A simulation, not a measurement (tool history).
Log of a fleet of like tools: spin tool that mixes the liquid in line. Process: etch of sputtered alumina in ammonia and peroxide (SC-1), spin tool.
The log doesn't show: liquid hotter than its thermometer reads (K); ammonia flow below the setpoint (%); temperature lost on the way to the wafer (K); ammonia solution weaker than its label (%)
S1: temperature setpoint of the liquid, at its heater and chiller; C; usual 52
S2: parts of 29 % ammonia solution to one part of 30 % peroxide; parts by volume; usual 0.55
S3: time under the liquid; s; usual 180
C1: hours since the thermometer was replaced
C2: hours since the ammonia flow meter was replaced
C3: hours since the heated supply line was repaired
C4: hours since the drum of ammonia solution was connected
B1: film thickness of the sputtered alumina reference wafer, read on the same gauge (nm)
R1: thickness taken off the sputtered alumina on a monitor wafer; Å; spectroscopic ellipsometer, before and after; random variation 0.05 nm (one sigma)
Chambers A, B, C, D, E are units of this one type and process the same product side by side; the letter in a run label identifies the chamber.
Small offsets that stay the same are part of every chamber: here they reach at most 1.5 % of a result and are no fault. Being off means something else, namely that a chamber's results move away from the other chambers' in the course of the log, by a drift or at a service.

{"run": "1E", "hour": 4.1, "S1": 52, "S2": 0.55, "S3": 180, "C1": 935.1, "C2": 1271.4, "C3": 240.3, "C4": 638.9, "B1": 30.009, "R1": 58.186}
{"run": "2B", "hour": 6.0, "S1": 52, "S2": 0.55, "S3": 180, "C1": 44.5, "C2": 430.8, "C3": 1011.2, "C4": 433.8, "B1": 29.994, "R1": 59.581}
{"run": "3C", "hour": 7.9, "S1": 52, "S2": 0.55, "S3": 180, "C1": 1028.7, "C2": 824.4, "C3": 72.7, "C4": 90.5, "B1": 29.993, "R1": 58.935}
{"run": "4D", "hour": 10.5, "S1": 52, "S2": 0.55, "S3": 180, "C1": 1138.1, "C2": 247.4, "C3": 1368.3, "C4": 590, "B1": 30.017, "R1": 60.429}
{"run": "5A", "hour": 13.1, "S1": 58.5, "S2": 0.55, "S3": 180, "C1": 391.1, "C2": 167.1, "C3": 321.5, "C4": 571.3, "B1": 29.999, "R1": 83.222}
{"run": "6A", "hour": 16.4, "S1": 58.5, "S2": 0.55, "S3": 180, "C1": 394.4, "C2": 170.4, "C3": 324.8, "C4": 574.6, "B1": 29.97, "R1": 82.119}
{"run": "7C", "hour": 19.9, "S1": 58.5, "S2": 0.55, "S3": 180, "C1": 1040.7, "C2": 836.4, "C3": 84.7, "C4": 102.5, "B1": 30.045, "R1": 82.447}
{"run": "8D", "hour": 23.6, "S1": 58.5, "S2": 0.55, "S3": 180, "C1": 1151.2, "C2": 260.5, "C3": 1381.4, "C4": 603.1, "B1": 29.995, "R1": 85.719}
{"run": "9E", "hour": 26.1, "S1": 58.5, "S2": 0.55, "S3": 180, "C1": 957.1, "C2": 1293.4, "C3": 262.3, "C4": 660.9, "B1": 29.98, "R1": 82.95}
{"run": "10B", "hour": 29.8, "S1": 52, "S2": 0.55, "S3": 180, "C1": 68.3, "C2": 454.6, "C3": 1035, "C4": 457.6, "B1": 30.035, "R1": 59.522}
{"run": "11E", "hour": 33.4, "S1": 52, "S2": 0.55, "S3": 285, "C1": 964.4, "C2": 1300.7, "C3": 269.6, "C4": 668.2, "B1": 30, "R1": 92.389}
{"run": "12D", "hour": 35.6, "S1": 52, "S2": 0.55, "S3": 285, "C1": 1163.2, "C2": 272.5, "C3": 1393.4, "C4": 615.1, "B1": 30.023, "R1": 96.083}
{"run": "13A", "hour": 37.5, "S1": 52, "S2": 0.55, "S3": 285, "C1": 415.5, "C2": 191.5, "C3": 345.9, "C4": 595.7, "B1": 30.036, "R1": 94.615}
{"run": "14C", "hour": 40.0, "S1": 52, "S2": 0.55, "S3": 285, "C1": 1060.8, "C2": 856.5, "C3": 104.8, "C4": 122.6, "B1": 30.046, "R1": 93.775}
{"run": "15B", "hour": 43.1, "S1": 52, "S2": 0.55, "S3": 285, "C1": 81.6, "C2": 467.9, "C3": 1048.3, "C4": 470.9, "B1": 29.996, "R1": 94.401}
{"run": "16C", "hour": 46.7, "S1": 52, "S2": 0.55, "S3": 180, "C1": 1067.5, "C2": 863.2, "C3": 111.5, "C4": 129.3, "B1": 30.039, "R1": 57.71}
{"run": "17E", "hour": 48.9, "S1": 46.5, "S2": 0.55, "S3": 180, "C1": 979.9, "C2": 1316.2, "C3": 285.1, "C4": 683.7, "B1": 29.999, "R1": 43.095}
{"run": "18A", "hour": 51.5, "S1": 46.5, "S2": 0.55, "S3": 180, "C1": 429.5, "C2": 205.5, "C3": 359.9, "C4": 609.7, "B1": 30.045, "R1": 43.583}
{"run": "19D", "hour": 54.1, "S1": 46.5, "S2": 0.55, "S3": 180, "C1": 1181.7, "C2": 291, "C3": 1411.9, "C4": 633.6, "B1": 29.963, "R1": 44.642}
{"hour": 54.8, "done": "chamber C: thermometer replaced"}
{"run": "20B", "hour": 56.5, "S1": 46.5, "S2": 0.55, "S3": 180, "C1": 95, "C2": 481.3, "C3": 1061.7, "C4": 484.3, "B1": 30.022, "R1": 44.006}
{"run": "21B", "hour": 59.3, "S1": 46.5, "S2": 0.55, "S3": 180, "C1": 97.8, "C2": 484.1, "C3": 1064.5, "C4": 487.1, "B1": 30.015, "R1": 44.256}
{"run": "22E", "hour": 62.2, "S1": 52, "S2": 0.55, "S3": 180, "C1": 993.2, "C2": 1329.5, "C3": 298.4, "C4": 697, "B1": 30.01, "R1": 58.127}
{"run": "23D", "hour": 64.1, "S1": 52, "S2": 0.55, "S3": 180, "C1": 1191.7, "C2": 301, "C3": 1421.9, "C4": 643.6, "B1": 30.053, "R1": 57.743}
{"run": "24C", "hour": 65.9, "S1": 52, "S2": 0.55, "S3": 180, "C1": 11.2, "C2": 882.4, "C3": 130.7, "C4": 148.5, "B1": 30.012, "R1": 59.147}
{"run": "25A", "hour": 68.5, "S1": 52, "S2": 0.85, "S3": 180, "C1": 446.5, "C2": 222.5, "C3": 376.9, "C4": 626.7, "B1": 29.988, "R1": 61.355}
{"run": "26C", "hour": 71.4, "S1": 52, "S2": 0.85, "S3": 180, "C1": 16.7, "C2": 887.9, "C3": 136.2, "C4": 154, "B1": 29.979, "R1": 61.5}
{"run": "27D", "hour": 75.5, "S1": 52, "S2": 0.85, "S3": 180, "C1": 1203.1, "C2": 312.4, "C3": 1433.3, "C4": 655, "B1": 30.019, "R1": 60.164}
{"run": "28A", "hour": 77.4, "S1": 52, "S2": 0.85, "S3": 180, "C1": 455.4, "C2": 231.4, "C3": 385.8, "C4": 635.6, "B1": 30.001, "R1": 61.223}
{"run": "29E", "hour": 80.7, "S1": 52, "S2": 0.85, "S3": 180, "C1": 1011.7, "C2": 1348, "C3": 316.9, "C4": 715.5, "B1": 30.008, "R1": 60.496}
{"run": "30B", "hour": 84.5, "S1": 52, "S2": 0.55, "S3": 180, "C1": 123, "C2": 509.3, "C3": 1089.7, "C4": 512.3, "B1": 30.007, "R1": 59.495}
{"run": "31A", "hour": 88.6, "S1": 52, "S2": 0.55, "S3": 180, "C1": 466.6, "C2": 242.6, "C3": 397, "C4": 646.8, "B1": 30.022, "R1": 58.109}
{"run": "32C", "hour": 91.7, "S1": 52, "S2": 0.55, "S3": 180, "C1": 37, "C2": 908.2, "C3": 156.5, "C4": 174.3, "B1": 30.003, "R1": 58.859}
{"run": "33D", "hour": 95.1, "S1": 60.5, "S2": 0.55, "S3": 260, "C1": 1222.7, "C2": 332, "C3": 1452.9, "C4": 674.6, "B1": 29.978, "R1": 127.6}
{"run": "34B", "hour": 97.1, "S1": 60.5, "S2": 0.55, "S3": 260, "C1": 135.6, "C2": 521.9, "C3": 1102.3, "C4": 524.9, "B1": 30.012, "R1": 135.51}
{"run": "35E", "hour": 99.9, "S1": 60.5, "S2": 0.55, "S3": 260, "C1": 1030.9, "C2": 1367.2, "C3": 336.1, "C4": 734.7, "B1": 30.003, "R1": 132.25}
{"run": "36D", "hour": 102.4, "S1": 60.5, "S2": 0.55, "S3": 260, "C1": 1230, "C2": 339.3, "C3": 1460.2, "C4": 681.9, "B1": 29.97, "R1": 128.9}
{"run": "37A", "hour": 106.0, "S1": 60.5, "S2": 0.55, "S3": 260, "C1": 484, "C2": 260, "C3": 414.4, "C4": 664.2, "B1": 29.984, "R1": 132.85}
{"run": "38C", "hour": 109.0, "S1": 52, "S2": 0.55, "S3": 180, "C1": 54.3, "C2": 925.5, "C3": 173.8, "C4": 191.6, "B1": 30.021, "R1": 58.722}
{"run": "39E", "hour": 111.6, "S1": 52, "S2": 0.55, "S3": 180, "C1": 1042.6, "C2": 1378.9, "C3": 347.8, "C4": 746.4, "B1": 30, "R1": 58.45}
{"run": "40B", "hour": 115.2, "S1": 52, "S2": 0.3, "S3": 90, "C1": 153.7, "C2": 540, "C3": 1120.4, "C4": 543, "B1": 30.018, "R1": 28.198}
{"run": "41B", "hour": 117.4, "S1": 52, "S2": 0.3, "S3": 90, "C1": 155.9, "C2": 542.2, "C3": 1122.6, "C4": 545.2, "B1": 29.968, "R1": 27.972}
{"run": "42D", "hour": 121.2, "S1": 52, "S2": 0.3, "S3": 90, "C1": 1248.8, "C2": 358.1, "C3": 1479, "C4": 700.7, "B1": 30.004, "R1": 25.838}
{"run": "43C", "hour": 123.4, "S1": 52, "S2": 0.3, "S3": 90, "C1": 68.7, "C2": 939.9, "C3": 188.2, "C4": 206, "B1": 29.987, "R1": 28.071}
{"run": "44E", "hour": 125.6, "S1": 52, "S2": 0.3, "S3": 90, "C1": 1056.6, "C2": 1392.9, "C3": 361.8, "C4": 760.4, "B1": 30.044, "R1": 27.496}

Each of the 5 chambers runs these same settings next. Fill in every chamber's results:
{"run": "45A", "hour": 128.7, "S1": 52, "S2": 0.55, "S3": 180, "R1": "?"}
{"run": "45B", "hour": 128.7, "S1": 52, "S2": 0.55, "S3": 180, "R1": "?"}
{"run": "45C", "hour": 128.7, "S1": 52, "S2": 0.55, "S3": 180, "R1": "?"}
{"run": "45D", "hour": 128.7, "S1": 52, "S2": 0.55, "S3": 180, "R1": "?"}
{"run": "45E", "hour": 128.7, "S1": 52, "S2": 0.55, "S3": 180, "R1": "?"}

run=45A R1=58.81
run=45B R1=58.911
run=45C R1=59.452
run=45D R1=54.821
run=45E R1=58.538

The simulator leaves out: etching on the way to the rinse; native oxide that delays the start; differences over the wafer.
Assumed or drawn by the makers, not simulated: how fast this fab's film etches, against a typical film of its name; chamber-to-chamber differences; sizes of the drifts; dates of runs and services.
